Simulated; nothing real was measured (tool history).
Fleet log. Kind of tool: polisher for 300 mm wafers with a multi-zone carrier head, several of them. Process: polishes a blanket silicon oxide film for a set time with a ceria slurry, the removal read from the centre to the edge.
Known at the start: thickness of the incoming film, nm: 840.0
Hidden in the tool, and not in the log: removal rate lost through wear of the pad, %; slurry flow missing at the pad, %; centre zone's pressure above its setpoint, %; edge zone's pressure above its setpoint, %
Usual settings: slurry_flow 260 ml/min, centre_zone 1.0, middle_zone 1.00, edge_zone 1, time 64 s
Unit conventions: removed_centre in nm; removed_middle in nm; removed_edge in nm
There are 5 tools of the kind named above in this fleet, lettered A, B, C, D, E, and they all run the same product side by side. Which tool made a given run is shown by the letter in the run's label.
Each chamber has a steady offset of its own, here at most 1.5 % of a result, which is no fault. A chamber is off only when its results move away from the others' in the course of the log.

| run | hour | slurry_flow | centre_zone | middle_zone | edge_zone | time | wafers polished on this pad | hours since the slurry nozzle was cleaned | hours since the centre zone pressure was calibrated | hours since the edge zone pressure was calibrated | removed_centre | removed_middle | removed_edge |
|---|---|---|---|---|---|---|---|---|---|---|---|---|---|
|  | 10.2 | chamber C: worn pad replaced by a new one |
|  | 10.9 | chamber D: worn pad replaced by a new one |
| 1C | 12.7 | 260 | 1.0 | 1.00 | 1 | 64 | 32 | 592.0 | 322.5 | 1112.2 | 266.14 | 262.87 | 259.73 |
|  | 24.2 | chamber E: centre zone pressure recalibrated |
| 2D | 25.0 | 260 | 1.0 | 1.00 | 1 | 64 | 180 | 262.1 | 320.5 | 1247.1 | 262.27 | 262.08 | 266.47 |
|  | 35.2 | chamber E: worn pad replaced by a new one |
| 3E | 35.8 | 260 | 1.0 | 1.00 | 1 | 64 | 8 | 396.3 | 11.6 | 55.8 | 260.29 | 260.59 | 266.46 |
|  | 44.6 | chamber E: slurry nozzle cleaned |
|  | 46.2 | chamber C: slurry nozzle cleaned |
| 4A | 50.4 | 260 | 1.0 | 1.00 | 1 | 64 | 830 | 346.1 | 883.2 | 176.6 | 263.46 | 261.05 | 266.68 |
|  | 56.9 | chamber B: slurry nozzle cleaned |
|  | 58.0 | chamber B: edge zone pressure recalibrated |
|  | 59.4 | chamber D: slurry nozzle cleaned |
| 5B | 65.1 | 260 | 0.9 | 1.00 | 1 | 64 | 947 | 8.2 | 401.0 | 7.2 | 235.37 | 259.09 | 256.69 |
| 6B | 80.6 | 260 | 0.9 | 1.00 | 1 | 64 | 1145 | 23.7 | 416.5 | 22.7 | 228.69 | 261.92 | 260.10 |
|  | 90.3 | chamber D: centre zone pressure recalibrated |
| 7E | 95.4 | 260 | 0.9 | 1.00 | 1 | 64 | 770 | 50.9 | 71.2 | 115.4 | 226.41 | 262.29 | 261.41 |
|  | 99.7 | chamber A: worn pad replaced by a new one |
|  | 105.3 | chamber B: worn pad replaced by a new one |
|  | 106.7 | chamber D: worn pad replaced by a new one |
| 8A | 108.9 | 260 | 0.9 | 1.00 | 1 | 64 | 117 | 404.6 | 941.7 | 235.1 | 230.08 | 254.93 | 260.98 |
|  | 110.1 | chamber C: worn pad replaced by a new one |
| 9D | 118.0 | 260 | 0.9 | 1.00 | 1 | 64 | 144 | 58.7 | 27.7 | 1340.1 | 233.34 | 260.59 | 260.39 |
| 10C | 126.4 | 260 | 1.0 | 1.00 | 1 | 64 | 208 | 80.2 | 436.2 | 1225.9 | 254.92 | 258.82 | 251.20 |
|  | 129.0 | chamber D: edge zone pressure recalibrated |
|  | 135.9 | chamber E: worn pad replaced by a new one |
| 11D | 141.3 | 185 | 1.0 | 1.05 | 1 | 64 | 442 | 82.0 | 51.0 | 12.4 | 243.97 | 260.06 | 253.87 |
| 12A | 149.1 | 185 | 1.0 | 1.05 | 1 | 64 | 631 | 444.8 | 981.9 | 275.3 | 242.87 | 256.87 | 248.01 |
| 13C | 158.7 | 185 | 1.0 | 1.05 | 1 | 64 | 621 | 112.5 | 468.5 | 1258.2 | 239.56 | 258.81 | 251.33 |
| 14B | 171.5 | 185 | 1.0 | 1.05 | 1 | 64 | 847 | 114.6 | 507.4 | 113.6 | 248.91 | 258.03 | 251.70 |
| 15E | 185.7 | 185 | 1.0 | 1.05 | 1 | 64 | 637 | 141.2 | 161.5 | 205.7 | 246.27 | 261.80 | 252.18 |
|  | 192.1 | chamber A: worn pad replaced by a new one |
| 16A | 195.8 | 260 | 1.0 | 1.00 | 1 | 64 | 47 | 491.5 | 1028.6 | 322.0 | 259.20 | 255.91 | 257.93 |
|  | 199.4 | chamber B: worn pad replaced by a new one |
| 17E | 207.4 | 260 | 1.0 | 1.00 | 1 | 64 | 915 | 162.9 | 183.2 | 227.4 | 259.78 | 260.21 | 257.82 |
|  | 213.9 | chamber C: worn pad replaced by a new one |
|  | 215.3 | chamber D: worn pad replaced by a new one |
| 18D | 219.0 | 260 | 1.0 | 1.00 | 1 | 64 | 48 | 159.7 | 128.7 | 90.1 | 262.31 | 261.19 | 264.31 |
| 19B | 234.7 | 260 | 1.0 | 1.00 | 1 | 64 | 452 | 177.8 | 570.6 | 176.8 | 257.13 | 256.55 | 261.76 |
|  | 234.9 | chamber A: centre zone pressure recalibrated |
|  | 247.0 | chamber E: worn pad replaced by a new one |
| 20C | 250.0 | 260 | 1.0 | 1.00 | 1 | 64 | 462 | 203.8 | 559.8 | 1349.5 | 267.24 | 259.29 | 256.44 |
| 21C | 262.4 | 260 | 1.0 | 1.00 | 1 | 64 | 621 | 216.2 | 572.2 | 1361.9 | 270.10 | 258.16 | 257.57 |
| 22E | 274.2 | 260 | 1.0 | 0.89 | 1 | 73 | 348 | 229.7 | 250.0 | 294.2 | 300.42 | 265.50 | 302.80 |
| 23A | 285.5 | 260 | 1.0 | 0.89 | 1 | 73 | 1194 | 581.2 | 50.6 | 411.7 | 289.25 | 260.58 | 295.48 |
|  | 290.4 | chamber A: worn pad replaced by a new one |
| 24B | 296.1 | 260 | 1.0 | 0.89 | 1 | 73 | 1237 | 239.2 | 632.0 | 238.2 | 295.98 | 266.67 | 297.67 |
|  | 302.2 | chamber D: slurry nozzle cleaned |
|  | 303.8 | chamber B: worn pad replaced by a new one |
| 25D | 306.6 | 260 | 1.0 | 0.89 | 1 | 73 | 1168 | 4.5 | 216.3 | 177.7 | 295.64 | 268.65 | 301.09 |
| 26C | 317.4 | 260 | 1.0 | 0.89 | 1 | 73 | 1324 | 271.2 | 627.2 | 1416.9 | 307.44 | 265.98 | 289.72 |
|  | 322.7 | chamber C: worn pad replaced by a new one |
| 27D | 328.5 | 260 | 1.0 | 1.00 | 1 | 64 | 1448 | 26.4 | 238.2 | 199.6 | 254.66 | 262.09 | 261.75 |
|  | 333.4 | chamber D: worn pad replaced by a new one |
|  | 334.2 | chamber A: slurry nozzle cleaned |
| 28B | 342.3 | 260 | 1.0 | 1.10 | 1 | 64 | 493 | 285.4 | 678.2 | 284.4 | 256.57 | 282.81 | 261.28 |
| 29E | 351.8 | 260 | 1.0 | 1.10 | 1 | 64 | 1340 | 307.3 | 327.6 | 371.8 | 261.81 | 283.03 | 256.54 |
|  | 354.0 | chamber E: worn pad replaced by a new one |
|  | 354.2 | chamber B: slurry nozzle cleaned |
| 30A | 361.1 | 260 | 1.0 | 1.10 | 1 | 64 | 904 | 27.0 | 126.2 | 487.3 | 254.28 | 277.25 | 259.02 |
| 31C | 374.7 | 260 | 1.0 | 1.10 | 1 | 64 | 665 | 328.5 | 684.5 | 1474.2 | 274.92 | 281.85 | 251.12 |
| 32E | 388.5 | 260 | 1.0 | 1.10 | 1 | 64 | 442 | 344.0 | 364.3 | 408.5 | 257.43 | 283.58 | 256.34 |
|  | 392.9 | chamber A: worn pad replaced by a new one |
| 33A | 399.5 | 260 | 1.0 | 1.00 | 1 | 64 | 85 | 65.4 | 164.6 | 525.7 | 256.89 | 256.62 | 260.01 |
|  | 404.3 | chamber B: worn pad replaced by a new one |
| 34D | 415.1 | 260 | 1.0 | 1.00 | 1 | 64 | 1044 | 113.0 | 324.8 | 286.2 | 265.41 | 259.79 | 260.83 |
|  | 420.7 | chamber C: worn pad replaced by a new one |
| 35B | 422.2 | 260 | 1.0 | 1.00 | 1 | 64 | 229 | 68.1 | 758.1 | 364.3 | 259.39 | 258.51 | 258.18 |
|  | 422.6 | chamber E: centre zone pressure recalibrated |
|  | 434.4 | chamber D: worn pad replaced by a new one |
| 36B | 437.5 | 260 | 1.0 | 1.00 | 1 | 64 | 425 | 83.4 | 773.4 | 379.6 | 257.55 | 256.06 | 261.97 |
|  | 438.6 | chamber E: slurry nozzle cleaned |
| 37A | 451.2 | 260 | 1.0 | 1.00 | 1 | 64 | 746 | 117.1 | 216.3 | 577.4 | 258.01 | 257.52 | 254.56 |
|  | 451.5 | chamber E: worn pad replaced by a new one |
| 38E | 461.7 | 260 | 1.0 | 1.00 | 1 | 64 | 131 | 23.2 | 39.1 | 481.7 | 257.49 | 259.17 | 255.83 |
| 39C | 472.5 | 260 | 1.0 | 1.00 | 1 | 64 | 663 | 426.3 | 782.3 | 1572.0 | 282.97 | 256.84 | 258.51 |
|  | 485.0 | chamber A: worn pad replaced by a new one |
| 40D | 487.1 | 260 | 1.0 | 1.00 | 1 | 64 | 673 | 185.0 | 396.8 | 358.2 | 259.17 | 257.19 | 253.52 |
|  | 488.5 | chamber D: centre zone pressure recalibrated |
| 41A | 495.5 | 260 | 1.0 | 1.00 | 1 | 64 | 134 | 161.4 | 260.6 | 621.7 | 264.57 | 252.82 | 256.67 |
| 42D | 508.3 | 260 | 1.0 | 1.00 | 1 | 64 | 944 | 206.2 | 19.8 | 379.4 | 261.06 | 257.70 | 261.51 |

Next, every chamber runs the same settings. What will each give?
| 43A | 519.7 | 185 | 1.0 | 1.00 | 1 | 64 |  |  |  |  | ? | ? | ? |
| 43B | 519.7 | 185 | 1.0 | 1.00 | 1 | 64 |  |  |  |  | ? | ? | ? |
| 43C | 519.7 | 185 | 1.0 | 1.00 | 1 | 64 |  |  |  |  | ? | ? | ? |
| 43D | 519.7 | 185 | 1.0 | 1.00 | 1 | 64 |  |  |  |  | ? | ? | ? |
| 43E | 519.7 | 185 | 1.0 | 1.00 | 1 | 64 |  |  |  |  | ? | ? | ? |

| run | removed_centre | removed_middle | removed_edge |
|---|---|---|---|
| 43A | 245.25 | 244.15 | 250.51 |
| 43B | 245.07 | 246.02 | 252.36 |
| 43C | 276.11 | 245.18 | 241.22 |
| 43D | 243.46 | 247.39 | 250.48 |
| 43E | 242.22 | 247.55 | 251.16 |

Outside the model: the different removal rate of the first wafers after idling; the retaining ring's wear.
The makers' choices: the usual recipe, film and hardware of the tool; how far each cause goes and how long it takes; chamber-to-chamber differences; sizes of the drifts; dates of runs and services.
